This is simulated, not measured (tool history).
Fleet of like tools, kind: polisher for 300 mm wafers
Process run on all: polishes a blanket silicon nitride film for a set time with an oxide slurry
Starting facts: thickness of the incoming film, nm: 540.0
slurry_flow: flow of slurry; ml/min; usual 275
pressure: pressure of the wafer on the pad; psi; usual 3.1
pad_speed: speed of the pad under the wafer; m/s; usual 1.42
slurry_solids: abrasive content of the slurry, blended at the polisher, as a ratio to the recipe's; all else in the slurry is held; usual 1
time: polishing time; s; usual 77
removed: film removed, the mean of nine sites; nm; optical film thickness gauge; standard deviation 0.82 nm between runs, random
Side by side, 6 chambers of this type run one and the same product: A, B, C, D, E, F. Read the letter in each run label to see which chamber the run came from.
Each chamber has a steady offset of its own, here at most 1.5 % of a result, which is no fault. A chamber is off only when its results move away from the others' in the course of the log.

run,hour,slurry_flow,pressure,pad_speed,slurry_solids,time,wafers polished on this pad,hours since the slurry nozzle was cleaned,hours since the head pressure was calibrated,hours since the slurry blender was calibrated,hours since the conditioning disc was replaced,removed
# hour 3.7: chamber A: worn pad replaced by a new one
# hour 7.5: chamber C: slurry blender recalibrated
1F,13.4,275,3.1,1.42,1,77,185,504.5,608.5,434.4,145.6,60.309
# hour 15.6: chamber E: worn pad replaced by a new one
# hour 15.9: chamber D: worn pad replaced by a new one
# hour 17: chamber D: slurry nozzle cleaned
# hour 17.6: chamber B: conditioning disc replaced and pad reconditioned
# hour 22.2: chamber E: slurry blender recalibrated
2D,26.2,275,3.1,1.42,1,77,111,9.3,952.5,170.7,34.2,60.907
# hour 35.5: chamber C: slurry nozzle cleaned
3E,38.4,275,3.1,1.42,1,77,247,765.7,384.5,16.3,127,61.525
# hour 38.6: chamber E: conditioning disc replaced and pad reconditioned
4B,46.5,275,3.1,1.42,1,77,961,75.6,302.4,362.3,28.9,62.583
5A,57.9,275,3.1,1.42,1,77,586,223.8,388.8,82.1,229,61.333
6C,64,275,3.1,1.42,1,77,1450,28.5,107.4,56.6,148.4,60.477
# hour 71.3: chamber F: worn pad replaced by a new one
7A,72.3,275,3.1,1.42,1,77,742,238.2,403.2,96.5,243.4,60.456
# hour 76.9: chamber C: worn pad replaced by a new one
# hour 78.6: chamber B: worn pad replaced by a new one
8E,83.4,275,3.1,1.42,1,77,733,810.7,429.5,61.3,44.8,60.808
# hour 84.3: chamber F: slurry blender recalibrated
9F,93,275,3.1,1.42,1,77,235,584.1,688.1,8.7,225.2,61.64
10D,106.2,275,2.2,1.42,1,101,976,89.3,1032.5,250.7,114.2,55.916
# hour 108.4: chamber A: worn pad replaced by a new one
# hour 110.9: chamber B: head pressure recalibrated
# hour 115.5: chamber D: worn pad replaced by a new one
11C,118.1,275,2.2,1.42,1,101,446,82.6,161.5,110.7,202.5,57.205
12B,126,275,2.2,1.42,1,101,512,155.1,15.2,441.8,108.4,57.015
# hour 128.8: chamber E: slurry nozzle cleaned
13D,134.6,275,2.2,1.42,1,101,206,117.7,1060.9,279.1,142.6,56.861
# hour 141: chamber E: slurry blender recalibrated
# hour 144.6: chamber C: conditioning disc replaced and pad reconditioned
14C,146.8,275,2.2,1.42,1,101,756,111.3,190.2,139.4,2.2,57.402
# hour 152.6: chamber E: conditioning disc replaced and pad reconditioned
# hour 153.9: chamber A: head pressure recalibrated
15E,153.9,275,2.2,1.42,1,101,1495,25.1,500,12.9,1.3,55.915
# hour 155.6: chamber F: worn pad replaced by a new one
16B,161.2,275,3.1,1.42,1,77,893,190.3,50.4,477,143.6,63.201
# hour 168.3: chamber B: slurry blender recalibrated
# hour 172.2: chamber D: slurry blender recalibrated
17A,172.2,275,2.5,1.42,1,77,690,338.1,18.3,196.4,343.3,48.3
# hour 173.7: chamber E: worn pad replaced by a new one
18F,180.4,275,2.5,1.42,1,77,268,671.5,775.5,96.1,312.6,50.415
19C,188.9,275,2.5,1.42,1,77,1211,153.4,232.3,181.5,44.3,49.136
# hour 192.8: chamber B: worn pad replaced by a new one
20D,197.2,275,2.5,1.42,1,77,883,180.3,1123.5,25.1,205.2,48.318
# hour 201.9: chamber A: worn pad replaced by a new one
21A,207.2,275,2.5,1.42,1,77,57,373.1,53.3,231.4,378.3,48.771
# hour 209.3: chamber D: worn pad replaced by a new one
# hour 210.7: chamber C: worn pad replaced by a new one
22E,213.1,275,2.5,1.42,1,77,426,84.3,559.2,72.1,60.5,47.692
# hour 222: chamber A: slurry blender recalibrated
23F,222.3,275,3.1,1.42,1,77,721,713.4,817.4,138,354.5,61.807
# hour 224.8: chamber D: head pressure recalibrated
24B,229.2,275,3.1,1.42,1,77,393,258.3,118.4,60.9,211.6,60.568
# hour 235: chamber B: slurry nozzle cleaned
25B,235.7,275,3.1,1.42,1,77,463,0.8,124.9,67.4,218.1,61.981
# hour 236.9: chamber A: slurry nozzle cleaned
# hour 237.1: chamber F: worn pad replaced by a new one
26F,248.6,275,3.1,1.42,1,77,125,739.7,843.7,164.3,380.8,61.267
# hour 254.5: chamber C: slurry blender recalibrated
# hour 255.7: chamber E: slurry blender recalibrated
27D,261.5,275,3.1,1.42,1,77,565,244.6,36.7,89.4,269.5,68.547
# hour 264.5: chamber E: conditioning disc replaced and pad reconditioned
28C,271.5,275,3.1,1.42,1,77,657,236,314.9,17.1,126.9,60.941
29A,281.6,275,3.1,1.42,1,77,861,44.7,127.7,59.7,452.7,60.969
30E,293,275,3.1,1.42,1,77,1290,164.2,639.1,37.3,28.6,59.927
# hour 300.1: chamber E: worn pad replaced by a new one
# hour 300.9: chamber F: conditioning disc replaced and pad reconditioned
31E,304.2,275,3.1,1.42,1,77,45,175.4,650.3,48.5,39.8,60.545
# hour 307.7: chamber D: worn pad replaced by a new one
32A,317.2,275,3.1,1.42,1,77,1246,80.3,163.3,95.3,488.3,61.937
# hour 317.3: chamber B: worn pad replaced by a new one
# hour 319.4: chamber F: worn pad replaced by a new one
# hour 320.7: chamber A: worn pad replaced by a new one
33C,323.4,275,3.1,1.42,1,77,1218,287.9,366.8,69,178.8,61.128
34D,330.8,275,3.1,1.42,1,77,250,313.9,106,158.7,338.8,66.976
35B,340.5,275,3.1,1.42,1,77,251,105.6,229.7,172.2,322.9,62.213
36F,352.6,185,3.1,1.42,1.25,77,359,843.7,947.7,268.3,51.7,63.29
# hour 360.6: chamber D: slurry nozzle cleaned
# hour 360.8: chamber F: head pressure recalibrated
37A,363.9,185,3.1,1.42,1.25,77,467,127,210,142,535,64.075
38D,373,185,3.1,1.42,1.25,77,706,12.4,148.2,200.9,381,71.95
# hour 379.2: chamber F: slurry nozzle cleaned
39F,381.5,185,3.1,1.42,1.25,77,671,2.4,20.8,297.2,80.6,64.063

Next, every chamber runs the same settings. What will each give?
40A,391.2,275,3.1,1.14,1,77,,,,,,?
40B,391.2,275,3.1,1.14,1,77,,,,,,?
40C,391.2,275,3.1,1.14,1,77,,,,,,?
40D,391.2,275,3.1,1.14,1,77,,,,,,?
40E,391.2,275,3.1,1.14,1,77,,,,,,?
40F,391.2,275,3.1,1.14,1,77,,,,,,?

run,removed
40A,50.875
40B,51.239
40C,51.675
40D,57.83
40E,51.053
40F,51.223

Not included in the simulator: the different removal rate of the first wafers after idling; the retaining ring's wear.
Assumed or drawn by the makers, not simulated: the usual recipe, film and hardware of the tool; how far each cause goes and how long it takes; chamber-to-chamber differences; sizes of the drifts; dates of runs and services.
